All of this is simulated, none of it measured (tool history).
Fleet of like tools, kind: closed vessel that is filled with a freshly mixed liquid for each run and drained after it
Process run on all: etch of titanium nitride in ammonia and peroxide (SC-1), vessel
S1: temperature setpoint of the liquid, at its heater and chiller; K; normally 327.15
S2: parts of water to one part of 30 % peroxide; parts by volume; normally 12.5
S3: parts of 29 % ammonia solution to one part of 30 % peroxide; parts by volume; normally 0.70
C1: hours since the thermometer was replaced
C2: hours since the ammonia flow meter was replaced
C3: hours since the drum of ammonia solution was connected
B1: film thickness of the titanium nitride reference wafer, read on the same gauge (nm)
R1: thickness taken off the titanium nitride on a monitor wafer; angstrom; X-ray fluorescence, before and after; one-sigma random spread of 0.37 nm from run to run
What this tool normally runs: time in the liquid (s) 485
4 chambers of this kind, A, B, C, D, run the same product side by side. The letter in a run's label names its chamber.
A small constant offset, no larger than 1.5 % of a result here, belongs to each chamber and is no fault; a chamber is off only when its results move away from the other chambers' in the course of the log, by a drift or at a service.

{"run": "1B", "hour": 8.7, "S1": 327.15, "S2": 12.5, "S3": 0.7, "time in the liquid (s)": 485, "C1": 509.4, "C2": 572.1, "C3": 96.5, "B1": 79.996, "R1": 479.59}
{"run": "2A", "hour": 18.4, "S1": 327.15, "S2": 12.5, "S3": 0.7, "time in the liquid (s)": 485, "C1": 202.4, "C2": 399.5, "C3": 329.2, "B1": 80.015, "R1": 484.22}
{"run": "3C", "hour": 31.4, "S1": 327.15, "S2": 12.5, "S3": 0.7, "time in the liquid (s)": 485, "C1": 238.3, "C2": 1783.6, "C3": 372.8, "B1": 80.002, "R1": 472.47}
{"hour": 39.6, "done": "chamber D: thermometer replaced"}
{"run": "4D", "hour": 47.5, "S1": 327.15, "S2": 12.5, "S3": 0.7, "time in the liquid (s)": 485, "C1": 7.9, "C2": 278.3, "C3": 945.9, "B1": 79.988, "R1": 487.77}
{"run": "5C", "hour": 58.7, "S1": 327.15, "S2": 12.5, "S3": 0.7, "time in the liquid (s)": 485, "C1": 265.6, "C2": 1810.9, "C3": 400.1, "B1": 80.01, "R1": 475.03}
{"hour": 65.1, "done": "chamber A: ammonia flow meter replaced"}
{"run": "6B", "hour": 66.5, "S1": 327.15, "S2": 12.5, "S3": 0.7, "time in the liquid (s)": 485, "C1": 567.2, "C2": 629.9, "C3": 154.3, "B1": 79.971, "R1": 473.94}
{"run": "7A", "hour": 79.0, "S1": 327.15, "S2": 12.5, "S3": 0.7, "time in the liquid (s)": 205, "C1": 263.0, "C2": 13.9, "C3": 389.8, "B1": 80.016, "R1": 202.4}
{"run": "8D", "hour": 93.9, "S1": 327.15, "S2": 12.5, "S3": 0.7, "time in the liquid (s)": 205, "C1": 54.3, "C2": 324.7, "C3": 992.3, "B1": 80.001, "R1": 201.63}
{"run": "9C", "hour": 106.4, "S1": 327.15, "S2": 12.5, "S3": 0.7, "time in the liquid (s)": 205, "C1": 313.3, "C2": 1858.6, "C3": 447.8, "B1": 79.99, "R1": 197.87}
{"run": "10B", "hour": 119.8, "S1": 327.15, "S2": 12.5, "S3": 0.7, "time in the liquid (s)": 205, "C1": 620.5, "C2": 683.2, "C3": 207.6, "B1": 80.012, "R1": 202.51}
{"run": "11A", "hour": 135.5, "S1": 327.15, "S2": 12.5, "S3": 0.7, "time in the liquid (s)": 485, "C1": 319.5, "C2": 70.4, "C3": 446.3, "B1": 79.99, "R1": 489.83}
{"run": "12D", "hour": 150.6, "S1": 327.15, "S2": 12.5, "S3": 0.7, "time in the liquid (s)": 485, "C1": 111.0, "C2": 381.4, "C3": 1049.0, "B1": 79.999, "R1": 483.33}
{"run": "13C", "hour": 161.5, "S1": 327.15, "S2": 12.5, "S3": 0.7, "time in the liquid (s)": 485, "C1": 368.4, "C2": 1913.7, "C3": 502.9, "B1": 80.028, "R1": 476.29}
{"run": "14D", "hour": 168.8, "S1": 327.15, "S2": 12.5, "S3": 0.7, "time in the liquid (s)": 485, "C1": 129.2, "C2": 399.6, "C3": 1067.2, "B1": 79.996, "R1": 489.2}
{"hour": 171.2, "done": "chamber B: ammonia flow meter replaced"}
{"hour": 174.3, "done": "chamber D: new drum of ammonia solution connected"}
{"run": "15B", "hour": 184.2, "S1": 327.15, "S2": 12.5, "S3": 0.7, "time in the liquid (s)": 235, "C1": 684.9, "C2": 13.1, "C3": 272.0, "B1": 80.027, "R1": 227.55}
{"run": "16A", "hour": 198.3, "S1": 327.15, "S2": 12.5, "S3": 0.7, "time in the liquid (s)": 235, "C1": 382.3, "C2": 133.2, "C3": 509.1, "B1": 80.031, "R1": 236.55}
{"run": "17B", "hour": 214.1, "S1": 327.15, "S2": 12.5, "S3": 0.7, "time in the liquid (s)": 235, "C1": 714.8, "C2": 43.0, "C3": 301.9, "B1": 80.006, "R1": 225.59}
{"run": "18D", "hour": 225.3, "S1": 327.15, "S2": 12.5, "S3": 0.7, "time in the liquid (s)": 235, "C1": 185.7, "C2": 456.1, "C3": 51.1, "B1": 80.0, "R1": 238.99}
{"run": "19A", "hour": 241.4, "S1": 319.65, "S2": 12.5, "S3": 0.7, "time in the liquid (s)": 485, "C1": 425.4, "C2": 176.3, "C3": 552.2, "B1": 79.993, "R1": 286.31}
{"run": "20C", "hour": 253.2, "S1": 319.65, "S2": 12.5, "S3": 0.7, "time in the liquid (s)": 485, "C1": 460.1, "C2": 2005.4, "C3": 594.6, "B1": 79.975, "R1": 285.63}
{"run": "21D", "hour": 269.5, "S1": 319.65, "S2": 12.5, "S3": 0.7, "time in the liquid (s)": 485, "C1": 229.9, "C2": 500.3, "C3": 95.3, "B1": 80.002, "R1": 285.43}
{"run": "22C", "hour": 277.8, "S1": 319.65, "S2": 12.5, "S3": 0.7, "time in the liquid (s)": 485, "C1": 484.7, "C2": 2030.0, "C3": 619.2, "B1": 79.999, "R1": 280.66}
{"run": "23A", "hour": 285.7, "S1": 327.15, "S2": 12.5, "S3": 0.7, "time in the liquid (s)": 485, "C1": 469.7, "C2": 220.6, "C3": 596.5, "B1": 79.979, "R1": 483.85}
{"run": "24B", "hour": 294.3, "S1": 327.15, "S2": 12.5, "S3": 0.7, "time in the liquid (s)": 485, "C1": 795.0, "C2": 123.2, "C3": 382.1, "B1": 80.0, "R1": 454.88}
{"run": "25A", "hour": 305.7, "S1": 327.15, "S2": 12.5, "S3": 0.7, "time in the liquid (s)": 485, "C1": 489.7, "C2": 240.6, "C3": 616.5, "B1": 80.014, "R1": 480.0}
{"hour": 308.5, "done": "chamber C: ammonia flow meter replaced"}
{"run": "26C", "hour": 314.0, "S1": 327.15, "S2": 12.5, "S3": 0.7, "time in the liquid (s)": 485, "C1": 520.9, "C2": 5.6, "C3": 655.4, "B1": 79.978, "R1": 474.21}
{"run": "27B", "hour": 324.7, "S1": 327.15, "S2": 12.5, "S3": 0.45, "time in the liquid (s)": 485, "C1": 825.4, "C2": 153.6, "C3": 412.5, "B1": 79.993, "R1": 419.18}
{"run": "28D", "hour": 336.3, "S1": 327.15, "S2": 12.5, "S3": 0.45, "time in the liquid (s)": 485, "C1": 296.7, "C2": 567.1, "C3": 162.1, "B1": 79.989, "R1": 444.1}

All 4 chambers run these settings next. Forecast each chamber's results:
{"run": "29A", "hour": 348.2, "S1": 327.15, "S2": 12.5, "S3": 0.55, "time in the liquid (s)": 485, "R1": "?"}
{"run": "29B", "hour": 348.2, "S1": 327.15, "S2": 12.5, "S3": 0.55, "time in the liquid (s)": 485, "R1": "?"}
{"run": "29C", "hour": 348.2, "S1": 327.15, "S2": 12.5, "S3": 0.55, "time in the liquid (s)": 485, "R1": "?"}
{"run": "29D", "hour": 348.2, "S1": 327.15, "S2": 12.5, "S3": 0.55, "time in the liquid (s)": 485, "R1": "?"}

run=29A R1=466.41
run=29B R1=427.29
run=29C R1=454.41
run=29D R1=462.84
